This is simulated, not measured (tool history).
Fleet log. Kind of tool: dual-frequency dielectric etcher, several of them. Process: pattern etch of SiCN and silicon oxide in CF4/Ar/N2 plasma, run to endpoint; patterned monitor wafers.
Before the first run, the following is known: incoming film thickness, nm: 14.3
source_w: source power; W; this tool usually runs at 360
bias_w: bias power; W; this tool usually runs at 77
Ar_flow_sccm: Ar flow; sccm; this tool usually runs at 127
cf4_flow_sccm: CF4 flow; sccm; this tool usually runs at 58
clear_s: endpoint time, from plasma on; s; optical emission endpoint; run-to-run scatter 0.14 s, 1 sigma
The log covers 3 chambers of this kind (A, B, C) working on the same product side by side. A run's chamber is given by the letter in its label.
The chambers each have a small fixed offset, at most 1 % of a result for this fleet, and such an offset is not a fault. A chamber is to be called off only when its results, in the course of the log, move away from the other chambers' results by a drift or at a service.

Run 1A, day 0.100: usual settings. Result: clear_s 20.869 s.
Run 2B, day 0.250: usual settings. Result: clear_s 20.738 s.
Run 3C, day 0.446: usual settings. Result: clear_s 21.152 s.
Run 4C, day 0.612: usual settings. Result: clear_s 21.234 s.
Run 5B, day 0.808: usual settings. Result: clear_s 21.013 s.
Run 6A, day 1.000: usual settings but source_w 400 W. Result: clear_s 19.024 s.
Run 7B, day 1.150: usual settings but source_w 400 W. Result: clear_s 19.157 s.
Run 8C, day 1.325: usual settings but source_w 400 W. Result: clear_s 19.286 s.
Run 9A, day 1.438: usual settings. Result: clear_s 20.832 s.
Run 10C, day 1.638: usual settings. Result: clear_s 21.137 s.
Run 11B, day 1.762: usual settings but source_w 430 W, Ar_flow_sccm 148 sccm. Result: clear_s 18.437 s.
Run 12A, day 1.867: usual settings but source_w 430 W, Ar_flow_sccm 148 sccm. Result: clear_s 18.326 s.
Run 13B, day 2.033: usual settings but source_w 430 W, Ar_flow_sccm 148 sccm. Result: clear_s 18.458 s.
Run 14A, day 2.200: usual settings but source_w 410 W, Ar_flow_sccm 117 sccm. Result: clear_s 18.288 s.
Run 15C, day 2.354: usual settings but source_w 410 W, Ar_flow_sccm 117 sccm. Result: clear_s 18.730 s.
Run 16C, day 2.462: usual settings but source_w 410 W, Ar_flow_sccm 117 sccm. Result: clear_s 18.944 s.
Run 17A, day 2.562: usual settings. Result: clear_s 20.995 s.
Run 18B, day 2.712: usual settings. Result: clear_s 21.316 s.
Run 19B, day 2.896: usual settings. Result: clear_s 21.212 s.
Run 20C, day 3.029: usual settings. Result: clear_s 21.131 s.
Run 21A, day 3.200: usual settings. Result: clear_s 20.982 s.
Run 22A, day 3.350: usual settings. Result: clear_s 20.838 s.
Run 23C, day 3.558: usual settings. Result: clear_s 21.119 s.

Next, every chamber runs the same settings. What will each give?
Run 24A, day 3.721: usual settings but Ar_flow_sccm 137 sccm. Result: clear_s ?.
Run 24B, day 3.721: usual settings but Ar_flow_sccm 137 sccm. Result: clear_s ?.
Run 24C, day 3.721: usual settings but Ar_flow_sccm 137 sccm. Result: clear_s ?.

run  clear_s
24A   21.304
24B   21.128
24C   21.557
